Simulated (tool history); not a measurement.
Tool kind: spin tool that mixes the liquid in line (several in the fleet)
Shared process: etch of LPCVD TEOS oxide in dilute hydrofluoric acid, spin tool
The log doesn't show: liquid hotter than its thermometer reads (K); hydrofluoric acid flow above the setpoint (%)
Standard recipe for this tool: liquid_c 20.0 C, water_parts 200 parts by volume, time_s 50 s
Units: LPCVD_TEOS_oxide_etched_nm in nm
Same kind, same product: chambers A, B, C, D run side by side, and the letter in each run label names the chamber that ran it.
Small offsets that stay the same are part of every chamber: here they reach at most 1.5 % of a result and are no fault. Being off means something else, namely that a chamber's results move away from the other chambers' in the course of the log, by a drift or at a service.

run,day,liquid_c,water_parts,time_s,hours since the thermometer was replaced,hours since the hydrofluoric acid flow meter was replaced,"read-back film thickness of the LPCVD TEOS oxide reference wafer, read on the same gauge (nm)",LPCVD_TEOS_oxide_etched_nm
1A,0.267,20.0,200,50,1881.2,172.4,80.005,4.8458
2B,0.762,20.0,200,50,1497.5,381.1,79.992,4.7794
# day 0.992: chamber B: hydrofluoric acid flow meter replaced
3D,1.167,20.0,200,50,603.1,176.0,79.982,4.6915
4C,1.762,20.0,200,50,2040.9,783.9,80.014,4.7660
5C,2.092,20.0,200,50,2048.8,791.8,79.988,4.7396
6B,2.392,20.0,200,50,1536.6,33.6,80.017,4.8026
7A,2.842,20.0,200,50,1943.0,234.2,80.004,4.8156
8D,3.129,20.0,200,50,650.2,223.1,80.008,4.7377
9D,3.704,20.0,200,50,664.0,236.9,79.990,4.7332
10C,4.292,20.0,200,50,2101.6,844.6,79.977,4.7229
11B,4.833,22.5,200,70,1595.2,92.2,80.025,7.3598
12A,5.175,22.5,200,70,1999.0,290.2,79.996,7.4169
13A,5.475,22.5,200,70,2006.2,297.4,79.992,7.5924
14C,5.904,22.5,200,70,2140.3,883.3,79.997,7.2166
15B,6.242,20.0,200,50,1629.0,126.0,80.009,4.8132
16D,6.583,20.0,200,50,733.1,306.0,79.987,4.8074
17D,6.933,20.0,200,50,741.5,314.4,80.006,4.8366
18C,7.221,20.0,200,50,2171.9,914.9,80.006,4.6975
19A,7.596,20.0,200,50,2057.1,348.3,80.008,4.8749
20B,8.079,20.0,200,50,1673.1,170.1,79.989,4.8188
21C,8.358,20.0,200,50,2199.2,942.2,80.021,4.6969
22B,8.725,20.0,200,50,1688.6,185.6,79.995,4.7803
# day 8.983: chamber A: thermometer replaced
23A,9.129,20.0,105,35,3.6,385.1,79.993,6.8803
24D,9.554,20.0,105,35,804.4,377.3,80.007,7.0327
# day 9.854: chamber D: thermometer replaced
25B,10.058,20.0,105,35,1720.6,217.6,80.010,6.8759
26D,10.571,20.0,105,35,17.2,401.7,80.014,6.9439
27C,10.988,20.0,200,50,2262.3,1005.3,80.005,4.8140
28A,11.371,17.0,115,50,57.4,438.9,79.989,8.0018
29D,11.912,17.0,115,50,49.4,433.9,80.005,7.9894
30C,12.308,17.0,115,50,2294.0,1037.0,79.987,8.4911
31B,12.854,17.0,115,50,1787.7,284.7,80.001,7.9571
32A,13.371,20.0,200,50,105.4,486.9,80.009,4.7955
# day 13.450: chamber A: hydrofluoric acid flow meter replaced
33A,13.754,20.0,200,50,114.6,7.4,80.012,4.7980
34C,14.367,20.0,120,50,2343.4,1086.4,79.992,9.1599
35B,14.842,20.0,120,50,1835.4,332.4,80.006,8.7092
36D,15.450,20.0,120,50,134.3,518.8,80.013,8.5946
37A,15.867,20.0,120,50,165.3,58.1,79.984,8.6408
38B,16.200,20.0,200,50,1868.0,365.0,80.013,4.8296
39C,16.742,20.0,200,50,2400.4,1143.4,79.999,5.2505
40D,17.338,20.0,200,50,179.6,564.1,79.999,4.7027
41B,17.833,20.0,255,25,1907.2,404.2,79.986,1.7442

Which is it: a chamber that has drifted or been left off by a service, a gauge drift common to all chambers, or only each chamber's usual small offset? If a chamber is off, name it and its likeliest cause.

Little by little, chamber C moves away from the other chambers.
Cause: hydrofluoric acid flow above the setpoint (%) = 10.3.
Not necessarily distinguishable in this log from: liquid hotter than its thermometer reads (K).

Which of the 4 candidates below, each the usual settings with something changed and its results left as question marks, puts chamber C back in line with what the other chambers give on the usual settings?
In-line tolerance around the mean of the other chambers on the usual settings: LPCVD_TEOS_oxide_etched_nm 0.1600 nm
42C-1,18.275,20.0,205,50,,,,?
42C-2,18.275,20.0,195,50,,,,?
42C-3,18.275,19.5,215,50,,,,?
42C-4,18.275,20.0,185,50,,,,?

Mean of the other chambers on the usual settings: LPCVD_TEOS_oxide_etched_nm 4.7886 nm
run,LPCVD_TEOS_oxide_etched_nm
42C-1,5.1549
42C-2,5.4720
42C-3,4.7748
42C-4,5.8248
Change 42C-3 lands the chamber within the allowed miss of the other chambers.

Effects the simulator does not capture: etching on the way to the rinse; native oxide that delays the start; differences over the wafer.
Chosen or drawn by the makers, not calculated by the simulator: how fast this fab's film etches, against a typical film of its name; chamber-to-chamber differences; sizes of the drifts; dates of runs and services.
